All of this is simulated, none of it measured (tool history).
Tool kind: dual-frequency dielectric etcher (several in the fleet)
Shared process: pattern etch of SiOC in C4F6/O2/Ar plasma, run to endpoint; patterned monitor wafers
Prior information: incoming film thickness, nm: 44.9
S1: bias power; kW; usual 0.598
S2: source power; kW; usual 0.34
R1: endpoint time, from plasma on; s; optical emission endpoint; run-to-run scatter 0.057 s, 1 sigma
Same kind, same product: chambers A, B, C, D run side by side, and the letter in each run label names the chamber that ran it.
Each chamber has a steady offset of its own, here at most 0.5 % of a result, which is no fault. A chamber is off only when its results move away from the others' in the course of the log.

run	hour	S1	S2	R1
1B	4.9	0.598	0.34	15.106
2A	9.2	0.598	0.34	15.093
# hour 10.6: chamber C: source power generator calibrated
3D	13.1	0.598	0.34	14.925
# hour 15: chamber B: wet clean of the chamber
# hour 16.4: chamber A: wet clean of the chamber
4C	18.2	0.598	0.34	15.019
5D	21.9	0.598	0.34	14.83
6C	28.8	0.598	0.34	15.022
7B	36	0.598	0.34	15.063
8A	40	0.598	0.34	15.063
9D	45.2	0.598	0.34	14.874
10C	49.4	0.598	0.34	14.982
11B	55.6	0.598	0.34	15.03
12A	59	0.598	0.34	15.007
# hour 65: chamber C: wet clean of the chamber
13B	66.2	0.598	0.34	15.015
14D	73.1	0.598	0.34	14.881
15A	78.1	0.598	0.34	15.023
16C	81.8	0.53	0.29	15.848
17B	86.5	0.53	0.29	16.624
18A	91.7	0.53	0.29	16.701
19C	95.8	0.53	0.29	15.717
20D	101.3	0.598	0.34	14.933
21C	104.9	0.598	0.34	14.231
22A	108.9	0.598	0.34	15.042
23D	112.1	0.598	0.34	14.8
24B	115.9	0.598	0.34	15.025
25A	123.3	0.598	0.34	14.98
26D	130.7	0.598	0.34	14.927
27B	138.2	0.598	0.34	15.059
28C	143.8	0.598	0.34	14.181
29A	151.1	0.598	0.34	15.053
30B	154.6	0.521	0.28	17.029
31C	159.2	0.521	0.28	16.221
32D	165.2	0.521	0.28	16.79
33B	170.8	0.521	0.28	17.018
34C	177.2	0.598	0.34	14.23
35A	184.4	0.662	0.34	14.43
36D	190.5	0.662	0.34	14.23
37D	196.4	0.662	0.34	14.337

Does one chamber stand apart from the rest, does the shared gauge drift, or is all well apart from small per-chamber offsets? Give the chamber and the most likely cause, where there is one.

Chamber C has stood off from the others ever since a service on it.
Cause: etch rate over this chamber's usual, % = 5.3.

Below are 4 candidate recipes for chamber C's next run, each the usual settings with a change, their results shown as question marks. Which of them brings C's results back in line with what the other chambers give on the usual settings?
Maximum distance from the other chambers' mean on the usual settings for a result to count as in line: R1 0.2 s
38C-1	201.8	0.565	0.34	?
38C-2	201.8	0.631	0.34	?
38C-3	201.8	0.553	0.32	?
38C-4	201.8	0.643	0.36	?

The other chambers' mean on the usual settings: R1 14.975 s
run	R1
38C-1	14.557
38C-2	13.953
38C-3	15.01
38C-4	13.563
The right change is 38C-3: it brings the chamber back within the allowed miss of the others.
